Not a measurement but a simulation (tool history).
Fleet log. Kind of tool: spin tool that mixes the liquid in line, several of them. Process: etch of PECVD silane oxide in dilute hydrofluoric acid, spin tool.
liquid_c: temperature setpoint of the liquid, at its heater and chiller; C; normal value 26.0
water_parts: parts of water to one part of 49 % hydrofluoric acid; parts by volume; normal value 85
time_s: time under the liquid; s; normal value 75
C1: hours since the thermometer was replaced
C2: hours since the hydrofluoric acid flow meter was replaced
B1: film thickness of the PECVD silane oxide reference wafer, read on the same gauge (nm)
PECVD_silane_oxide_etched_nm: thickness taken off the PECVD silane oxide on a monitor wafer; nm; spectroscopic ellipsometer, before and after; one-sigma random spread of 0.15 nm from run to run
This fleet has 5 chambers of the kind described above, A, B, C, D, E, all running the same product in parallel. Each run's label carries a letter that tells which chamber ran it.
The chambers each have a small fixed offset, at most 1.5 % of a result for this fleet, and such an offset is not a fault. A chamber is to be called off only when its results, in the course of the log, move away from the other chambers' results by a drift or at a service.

{"run": "1E", "hour": 7.8, "liquid_c": 26.0, "water_parts": 85, "time_s": 75, "C1": 1160.3, "C2": 329.9, "B1": 59.979, "PECVD_silane_oxide_etched_nm": 35.626}
{"run": "2D", "hour": 14.1, "liquid_c": 26.0, "water_parts": 85, "time_s": 75, "C1": 653.6, "C2": 1977.9, "B1": 59.992, "PECVD_silane_oxide_etched_nm": 35.556}
{"run": "3C", "hour": 18.9, "liquid_c": 26.0, "water_parts": 85, "time_s": 75, "C1": 1241.1, "C2": 192.9, "B1": 59.985, "PECVD_silane_oxide_etched_nm": 35.989}
{"run": "4B", "hour": 25.6, "liquid_c": 26.0, "water_parts": 85, "time_s": 75, "C1": 537.2, "C2": 323.1, "B1": 60.006, "PECVD_silane_oxide_etched_nm": 35.253}
{"run": "5A", "hour": 31.7, "liquid_c": 22.0, "water_parts": 115, "time_s": 75, "C1": 1300.4, "C2": 42.2, "B1": 60.005, "PECVD_silane_oxide_etched_nm": 21.564}
{"run": "6B", "hour": 39.5, "liquid_c": 22.0, "water_parts": 115, "time_s": 75, "C1": 551.1, "C2": 337.0, "B1": 60.014, "PECVD_silane_oxide_etched_nm": 21.373}
{"run": "7A", "hour": 48.5, "liquid_c": 22.0, "water_parts": 115, "time_s": 75, "C1": 1317.2, "C2": 59.0, "B1": 60.01, "PECVD_silane_oxide_etched_nm": 21.546}
{"run": "8C", "hour": 54.1, "liquid_c": 22.0, "water_parts": 115, "time_s": 75, "C1": 1276.3, "C2": 228.1, "B1": 60.027, "PECVD_silane_oxide_etched_nm": 21.907}
{"run": "9D", "hour": 61.2, "liquid_c": 22.0, "water_parts": 115, "time_s": 75, "C1": 700.7, "C2": 2025.0, "B1": 59.966, "PECVD_silane_oxide_etched_nm": 21.782}
{"run": "10E", "hour": 67.5, "liquid_c": 26.0, "water_parts": 85, "time_s": 75, "C1": 1220.0, "C2": 389.6, "B1": 59.977, "PECVD_silane_oxide_etched_nm": 35.379}
{"run": "11A", "hour": 76.5, "liquid_c": 26.0, "water_parts": 85, "time_s": 75, "C1": 1345.2, "C2": 87.0, "B1": 59.994, "PECVD_silane_oxide_etched_nm": 35.552}
{"run": "12D", "hour": 85.9, "liquid_c": 26.0, "water_parts": 85, "time_s": 75, "C1": 725.4, "C2": 2049.7, "B1": 60.046, "PECVD_silane_oxide_etched_nm": 35.741}
{"run": "13E", "hour": 92.7, "liquid_c": 26.0, "water_parts": 85, "time_s": 75, "C1": 1245.2, "C2": 414.8, "B1": 60.0, "PECVD_silane_oxide_etched_nm": 35.535}
{"run": "14C", "hour": 98.4, "liquid_c": 26.0, "water_parts": 105, "time_s": 75, "C1": 1320.6, "C2": 272.4, "B1": 59.998, "PECVD_silane_oxide_etched_nm": 28.277}
{"run": "15B", "hour": 108.5, "liquid_c": 26.0, "water_parts": 105, "time_s": 75, "C1": 620.1, "C2": 406.0, "B1": 59.987, "PECVD_silane_oxide_etched_nm": 27.846}
{"run": "16C", "hour": 115.9, "liquid_c": 26.0, "water_parts": 105, "time_s": 75, "C1": 1338.1, "C2": 289.9, "B1": 60.016, "PECVD_silane_oxide_etched_nm": 28.591}
{"run": "17E", "hour": 123.4, "liquid_c": 26.0, "water_parts": 105, "time_s": 75, "C1": 1275.9, "C2": 445.5, "B1": 60.028, "PECVD_silane_oxide_etched_nm": 28.079}
{"run": "18D", "hour": 132.3, "liquid_c": 26.0, "water_parts": 105, "time_s": 75, "C1": 771.8, "C2": 2096.1, "B1": 60.015, "PECVD_silane_oxide_etched_nm": 28.252}
{"run": "19A", "hour": 140.6, "liquid_c": 26.0, "water_parts": 85, "time_s": 75, "C1": 1409.3, "C2": 151.1, "B1": 59.999, "PECVD_silane_oxide_etched_nm": 35.722}
{"run": "20B", "hour": 146.5, "liquid_c": 26.0, "water_parts": 85, "time_s": 75, "C1": 658.1, "C2": 444.0, "B1": 60.009, "PECVD_silane_oxide_etched_nm": 35.558}
{"run": "21B", "hour": 151.4, "liquid_c": 26.0, "water_parts": 85, "time_s": 75, "C1": 663.0, "C2": 448.9, "B1": 60.01, "PECVD_silane_oxide_etched_nm": 35.333}
{"run": "22D", "hour": 160.7, "liquid_c": 26.0, "water_parts": 85, "time_s": 75, "C1": 800.2, "C2": 2124.5, "B1": 59.983, "PECVD_silane_oxide_etched_nm": 35.778}
{"run": "23E", "hour": 169.2, "liquid_c": 26.0, "water_parts": 85, "time_s": 75, "C1": 1321.7, "C2": 491.3, "B1": 60.033, "PECVD_silane_oxide_etched_nm": 36.003}
{"run": "24A", "hour": 176.0, "liquid_c": 23.5, "water_parts": 85, "time_s": 95, "C1": 1444.7, "C2": 186.5, "B1": 60.006, "PECVD_silane_oxide_etched_nm": 40.605}
{"run": "25C", "hour": 183.9, "liquid_c": 23.5, "water_parts": 85, "time_s": 95, "C1": 1406.1, "C2": 357.9, "B1": 60.027, "PECVD_silane_oxide_etched_nm": 42.487}
{"run": "26C", "hour": 188.7, "liquid_c": 23.5, "water_parts": 85, "time_s": 95, "C1": 1410.9, "C2": 362.7, "B1": 59.996, "PECVD_silane_oxide_etched_nm": 42.743}
{"run": "27D", "hour": 197.5, "liquid_c": 23.5, "water_parts": 85, "time_s": 95, "C1": 837.0, "C2": 2161.3, "B1": 59.994, "PECVD_silane_oxide_etched_nm": 41.163}
{"run": "28A", "hour": 204.1, "liquid_c": 23.5, "water_parts": 85, "time_s": 95, "C1": 1472.8, "C2": 214.6, "B1": 59.995, "PECVD_silane_oxide_etched_nm": 40.858}
{"run": "29B", "hour": 211.4, "liquid_c": 26.0, "water_parts": 65, "time_s": 75, "C1": 723.0, "C2": 508.9, "B1": 59.972, "PECVD_silane_oxide_etched_nm": 47.366}
{"run": "30E", "hour": 219.4, "liquid_c": 26.0, "water_parts": 65, "time_s": 75, "C1": 1371.9, "C2": 541.5, "B1": 59.989, "PECVD_silane_oxide_etched_nm": 48.089}
{"run": "31E", "hour": 227.2, "liquid_c": 26.0, "water_parts": 65, "time_s": 75, "C1": 1379.7, "C2": 549.3, "B1": 59.999, "PECVD_silane_oxide_etched_nm": 48.432}
{"run": "32A", "hour": 236.8, "liquid_c": 26.0, "water_parts": 65, "time_s": 75, "C1": 1505.5, "C2": 247.3, "B1": 59.996, "PECVD_silane_oxide_etched_nm": 47.824}
{"run": "33C", "hour": 246.2, "liquid_c": 26.0, "water_parts": 65, "time_s": 75, "C1": 1468.4, "C2": 420.2, "B1": 60.03, "PECVD_silane_oxide_etched_nm": 50.447}

Decide between three cases: one chamber stands off from its peers, the gauge reading all wafers drifts, or nothing is wrong past each chamber's small offset. Where a chamber is off, say which and what most likely put it there.

It is chamber C that slowly wanders off from its peers.
Most likely cause: hydrofluoric acid flow above the setpoint (%) = 4.34.
The log might look much the same if the cause were instead: liquid hotter than its thermometer reads (K).

Below are 4 candidate recipes for chamber C's next run, each the usual settings with a change, their results shown as question marks. Which of them brings C's results back in line with what the other chambers give on the usual settings?
In line here means within this much of the mean the other chambers give on the usual settings: PECVD_silane_oxide_etched_nm 0.530 nm
{"run": "34C-1", "hour": 253.7, "liquid_c": 26.0, "water_parts": 90, "time_s": 70, "PECVD_silane_oxide_etched_nm": "?"}
{"run": "34C-2", "hour": 253.7, "liquid_c": 26.0, "water_parts": 85, "time_s": 80, "PECVD_silane_oxide_etched_nm": "?"}
{"run": "34C-3", "hour": 253.7, "liquid_c": 26.0, "water_parts": 80, "time_s": 80, "PECVD_silane_oxide_etched_nm": "?"}
{"run": "34C-4", "hour": 253.7, "liquid_c": 26.0, "water_parts": 90, "time_s": 75, "PECVD_silane_oxide_etched_nm": "?"}

Other chambers, usual settings, mean: PECVD_silane_oxide_etched_nm 35.567 nm
run=34C-1 PECVD_silane_oxide_etched_nm=32.950
run=34C-2 PECVD_silane_oxide_etched_nm=40.155
run=34C-3 PECVD_silane_oxide_etched_nm=42.973
run=34C-4 PECVD_silane_oxide_etched_nm=35.303
Change 34C-4 lands the chamber within the allowed miss of the other chambers.

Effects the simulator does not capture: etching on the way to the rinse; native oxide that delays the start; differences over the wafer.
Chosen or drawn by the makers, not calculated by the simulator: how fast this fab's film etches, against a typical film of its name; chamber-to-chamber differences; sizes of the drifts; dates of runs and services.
